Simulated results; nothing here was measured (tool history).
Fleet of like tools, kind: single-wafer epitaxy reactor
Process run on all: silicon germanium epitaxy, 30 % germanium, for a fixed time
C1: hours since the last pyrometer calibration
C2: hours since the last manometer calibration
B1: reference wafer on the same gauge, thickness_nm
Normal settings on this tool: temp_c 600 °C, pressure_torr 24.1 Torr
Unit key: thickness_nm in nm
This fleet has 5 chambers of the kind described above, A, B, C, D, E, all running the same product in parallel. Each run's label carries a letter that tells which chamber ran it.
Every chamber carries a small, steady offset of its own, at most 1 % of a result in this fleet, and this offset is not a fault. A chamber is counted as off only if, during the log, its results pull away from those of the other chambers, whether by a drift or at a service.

run 1C hour=6.6 | temp_c=600 pressure_torr=24.1 | C1=1065.5 C2=647.5 | B1=58.116 | thickness_nm=63.322
run 2D hour=12.2 | temp_c=600 pressure_torr=24.1 | C1=2341.2 C2=2764.7 | B1=58.126 | thickness_nm=63.752
run 3A hour=16.1 | temp_c=600 pressure_torr=24.1 | C1=2148.7 C2=766.8 | B1=58.140 | thickness_nm=63.327
run 4B hour=21.0 | temp_c=600 pressure_torr=24.1 | C1=415.6 C2=778.3 | B1=58.086 | thickness_nm=63.582
run 5E hour=24.9 | temp_c=600 pressure_torr=24.1 | C1=886.1 C2=63.7 | B1=58.117 | thickness_nm=63.188
run 6B hour=31.7 | temp_c=600 pressure_torr=24.1 | C1=426.3 C2=789.0 | B1=58.131 | thickness_nm=63.186
run 7E hour=36.8 | temp_c=591 pressure_torr=21.5 | C1=898.0 C2=75.6 | B1=58.133 | thickness_nm=51.042
run 8D hour=43.0 | temp_c=591 pressure_torr=21.5 | C1=2372.0 C2=2795.5 | B1=58.104 | thickness_nm=51.980
run 9C hour=47.8 | temp_c=591 pressure_torr=21.5 | C1=1106.7 C2=688.7 | B1=58.107 | thickness_nm=51.245
run 10A hour=54.6 | temp_c=591 pressure_torr=21.5 | C1=2187.2 C2=805.3 | B1=58.119 | thickness_nm=51.357
run 11C hour=59.1 | temp_c=591 pressure_torr=21.5 | C1=1118.0 C2=700.0 | B1=58.117 | thickness_nm=51.535
run 12E hour=63.1 | temp_c=600 pressure_torr=24.1 | C1=924.3 C2=101.9 | B1=58.063 | thickness_nm=62.628
run 13D hour=68.5 | temp_c=600 pressure_torr=28.0 | C1=2397.5 C2=2821.0 | B1=58.080 | thickness_nm=68.094
run 14A hour=75.0 | temp_c=600 pressure_torr=28.0 | C1=2207.6 C2=825.7 | B1=58.154 | thickness_nm=67.707
run 15B hour=80.4 | temp_c=600 pressure_torr=28.0 | C1=475.0 C2=837.7 | B1=58.150 | thickness_nm=67.006
run 16C hour=83.9 | temp_c=600 pressure_torr=28.0 | C1=1142.8 C2=724.8 | B1=58.119 | thickness_nm=67.377
run 17D hour=88.6 | temp_c=600 pressure_torr=28.0 | C1=2417.6 C2=2841.1 | B1=58.121 | thickness_nm=68.127
run 18B hour=94.9 | temp_c=600 pressure_torr=24.1 | C1=489.5 C2=852.2 | B1=58.079 | thickness_nm=62.851
run 19E hour=100.2 | temp_c=600 pressure_torr=24.1 | C1=961.4 C2=139.0 | B1=58.102 | thickness_nm=63.284
run 20A hour=104.8 | temp_c=600 pressure_torr=24.1 | C1=2237.4 C2=855.5 | B1=58.109 | thickness_nm=63.804
run 21B hour=108.1 | temp_c=600 pressure_torr=24.1 | C1=502.7 C2=865.4 | B1=58.050 | thickness_nm=63.187
run 22A hour=114.5 | temp_c=600 pressure_torr=24.1 | C1=2247.1 C2=865.2 | B1=58.047 | thickness_nm=63.546
run 23E hour=118.8 | temp_c=600 pressure_torr=24.1 | C1=980.0 C2=157.6 | B1=58.057 | thickness_nm=62.967
run 24C hour=125.9 | temp_c=600 pressure_torr=24.1 | C1=1184.8 C2=766.8 | B1=58.040 | thickness_nm=63.425
run 25D hour=131.2 | temp_c=600 pressure_torr=24.1 | C1=2460.2 C2=2883.7 | B1=58.112 | thickness_nm=63.599
run 26C hour=134.5 | temp_c=600 pressure_torr=24.1 | C1=1193.4 C2=775.4 | B1=58.119 | thickness_nm=63.401
run 27D hour=138.6 | temp_c=600 pressure_torr=24.1 | C1=2467.6 C2=2891.1 | B1=58.051 | thickness_nm=64.066
run 28B hour=144.6 | temp_c=600 pressure_torr=18.5 | C1=539.2 C2=901.9 | B1=58.069 | thickness_nm=56.811
run 29A hour=150.8 | temp_c=600 pressure_torr=18.5 | C1=2283.4 C2=901.5 | B1=58.143 | thickness_nm=57.002
run 30E hour=157.2 | temp_c=600 pressure_torr=18.5 | C1=1018.4 C2=196.0 | B1=58.142 | thickness_nm=56.745
run 31D hour=162.4 | temp_c=600 pressure_torr=18.5 | C1=2491.4 C2=2914.9 | B1=58.135 | thickness_nm=57.575
run 32C hour=166.2 | temp_c=600 pressure_torr=18.5 | C1=1225.1 C2=807.1 | B1=58.112 | thickness_nm=57.110
run 33B hour=169.5 | temp_c=600 pressure_torr=24.1 | C1=564.1 C2=926.8 | B1=58.099 | thickness_nm=63.530
run 34E hour=173.0 | temp_c=600 pressure_torr=24.1 | C1=1034.2 C2=211.8 | B1=58.065 | thickness_nm=63.061
run 35A hour=180.2 | temp_c=600 pressure_torr=24.1 | C1=2312.8 C2=930.9 | B1=58.068 | thickness_nm=63.709

Has any chamber moved away from the others, gradually or after a service, or does the common gauge drift, or do the chambers differ only by their own small steady offsets? State the chamber and the most likely cause if one applies.

No chamber stands off beyond its own small offset, and the gauge holds steady.
